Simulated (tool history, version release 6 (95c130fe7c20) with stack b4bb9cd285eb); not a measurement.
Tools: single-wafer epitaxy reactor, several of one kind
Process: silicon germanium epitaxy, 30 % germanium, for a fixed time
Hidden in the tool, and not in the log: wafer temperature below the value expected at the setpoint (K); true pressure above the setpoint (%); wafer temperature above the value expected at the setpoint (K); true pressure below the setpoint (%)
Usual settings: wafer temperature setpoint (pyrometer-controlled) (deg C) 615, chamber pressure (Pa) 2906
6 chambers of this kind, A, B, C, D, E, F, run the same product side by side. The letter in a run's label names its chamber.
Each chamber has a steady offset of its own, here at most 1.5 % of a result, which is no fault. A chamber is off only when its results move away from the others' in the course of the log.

| run | hour | wafer temperature setpoint (pyrometer-controlled) (deg C) | chamber pressure (Pa) | hours since the last pyrometer calibration | hours since the last manometer calibration | read-back reference wafer on the same gauge, thickness_nm | mean film thickness on the monitor wafer (angstrom) |
|---|---|---|---|---|---|---|---|
| 1F | 6.1 | 615 | 2906 | 1740.7 | 1537.4 | 90.871 | 793.53 |
| 2B | 10.8 | 615 | 2906 | 38.0 | 619.5 | 90.745 | 797.59 |
| 3D | 16.0 | 615 | 2906 | 1966.3 | 1257.7 | 90.753 | 812.57 |
| 4C | 19.4 | 615 | 2906 | 805.3 | 770.6 | 90.880 | 801.60 |
| 5E | 24.7 | 615 | 2906 | 1563.8 | 1943.3 | 90.796 | 810.36 |
| 6A | 29.3 | 615 | 2906 | 1293.5 | 178.4 | 90.768 | 797.77 |
| 7E | 32.4 | 615 | 2906 | 1571.5 | 1951.0 | 90.888 | 798.63 |
| 8F | 37.6 | 623 | 3466 | 1772.2 | 1568.9 | 90.829 | 981.32 |
| 9A | 42.4 | 623 | 3466 | 1306.6 | 191.5 | 90.642 | 985.18 |
| 10C | 46.4 | 623 | 3466 | 832.3 | 797.6 | 90.821 | 996.88 |
| 11B | 50.4 | 623 | 3466 | 77.6 | 659.1 | 90.809 | 985.74 |
| 12D | 56.2 | 623 | 3466 | 2006.5 | 1297.9 | 90.913 | 997.34 |
|  | 57.9 | chamber E: pyrometer calibrated |
| 13D | 62.4 | 623 | 3466 | 2012.7 | 1304.1 | 90.801 | 993.19 |
| 14E | 68.7 | 615 | 2906 | 10.8 | 1987.3 | 90.874 | 750.55 |
| 15C | 71.8 | 615 | 2906 | 857.7 | 823.0 | 90.798 | 806.94 |
| 16A | 74.8 | 603 | 2266 | 1339.0 | 223.9 | 90.824 | 581.08 |
| 17F | 80.3 | 603 | 2266 | 1814.9 | 1611.6 | 90.796 | 587.47 |
| 18B | 85.1 | 603 | 2266 | 112.3 | 693.8 | 90.865 | 582.40 |
| 19A | 90.9 | 603 | 2266 | 1355.1 | 240.0 | 90.895 | 586.83 |
| 20E | 93.7 | 603 | 2266 | 35.8 | 2012.3 | 90.811 | 552.29 |
| 21D | 97.0 | 603 | 2266 | 2047.3 | 1338.7 | 90.791 | 592.36 |
| 22F | 101.0 | 622 | 2906 | 1835.6 | 1632.3 | 90.792 | 895.88 |
| 23C | 105.1 | 622 | 2906 | 891.0 | 856.3 | 90.698 | 917.68 |
| 24B | 111.2 | 622 | 2906 | 138.4 | 719.9 | 90.744 | 892.23 |
| 25A | 116.3 | 622 | 2906 | 1380.5 | 265.4 | 90.882 | 908.18 |
| 26E | 122.3 | 622 | 2906 | 64.4 | 2040.9 | 90.695 | 850.36 |
|  | 127.8 | chamber A: pyrometer calibrated |
| 27C | 128.4 | 622 | 2906 | 914.3 | 879.6 | 90.836 | 920.12 |
| 28B | 131.9 | 615 | 2906 | 159.1 | 740.6 | 90.915 | 797.81 |
| 29D | 138.0 | 615 | 2906 | 2088.3 | 1379.7 | 90.757 | 808.69 |
| 30F | 143.5 | 615 | 2906 | 1878.1 | 1674.8 | 90.796 | 792.85 |
| 31B | 148.0 | 601 | 3506 | 175.2 | 756.7 | 90.909 | 674.02 |
| 32A | 151.5 | 601 | 3506 | 23.8 | 300.6 | 90.933 | 676.63 |
| 33E | 155.0 | 601 | 3506 | 97.1 | 2073.6 | 90.830 | 633.80 |
| 34F | 161.4 | 601 | 3506 | 1896.0 | 1692.7 | 90.640 | 660.13 |
| 35C | 166.3 | 601 | 3506 | 952.2 | 917.5 | 90.862 | 677.96 |
| 36D | 172.3 | 601 | 3506 | 2122.6 | 1414.0 | 90.830 | 681.92 |
| 37D | 178.1 | 615 | 2906 | 2128.4 | 1419.8 | 90.742 | 811.90 |
| 38A | 182.4 | 615 | 2906 | 54.7 | 331.5 | 90.767 | 811.14 |
| 39F | 186.7 | 615 | 2906 | 1921.3 | 1718.0 | 90.671 | 795.26 |
| 40E | 190.8 | 615 | 2906 | 132.9 | 2109.4 | 90.814 | 756.48 |

Is one chamber off against the others, does the gauge drift, or is nothing wrong? If a chamber is off, say which, and what the likeliest cause is.

A service left chamber E off against the others.
Cause: wafer temperature below the value expected at the setpoint (K) = 4.08.

Here are 4 candidates for chamber E's next run, each the usual settings with a change, their results left as question marks. Which one brings its results back in line with what the others give on the usual settings?
In line means no further than this from the other chambers' mean on the usual settings: mean film thickness on the monitor wafer (angstrom) 15.00
| 41E-1 | 195.5 | 614 | 2880 |  |  |  | ? |
| 41E-2 | 195.5 | 612 | 2853 |  |  |  | ? |
| 41E-3 | 195.5 | 616 | 2906 |  |  |  | ? |
| 41E-4 | 195.5 | 618 | 2960 |  |  |  | ? |

The other chambers' mean on the usual settings: mean film thickness on the monitor wafer (angstrom) 802.86
| run | mean film thickness on the monitor wafer (angstrom) |
|---|---|
| 41E-1 | 739.92 |
| 41E-2 | 711.66 |
| 41E-3 | 769.15 |
| 41E-4 | 802.27 |
41E-4 brings the chamber back in line.
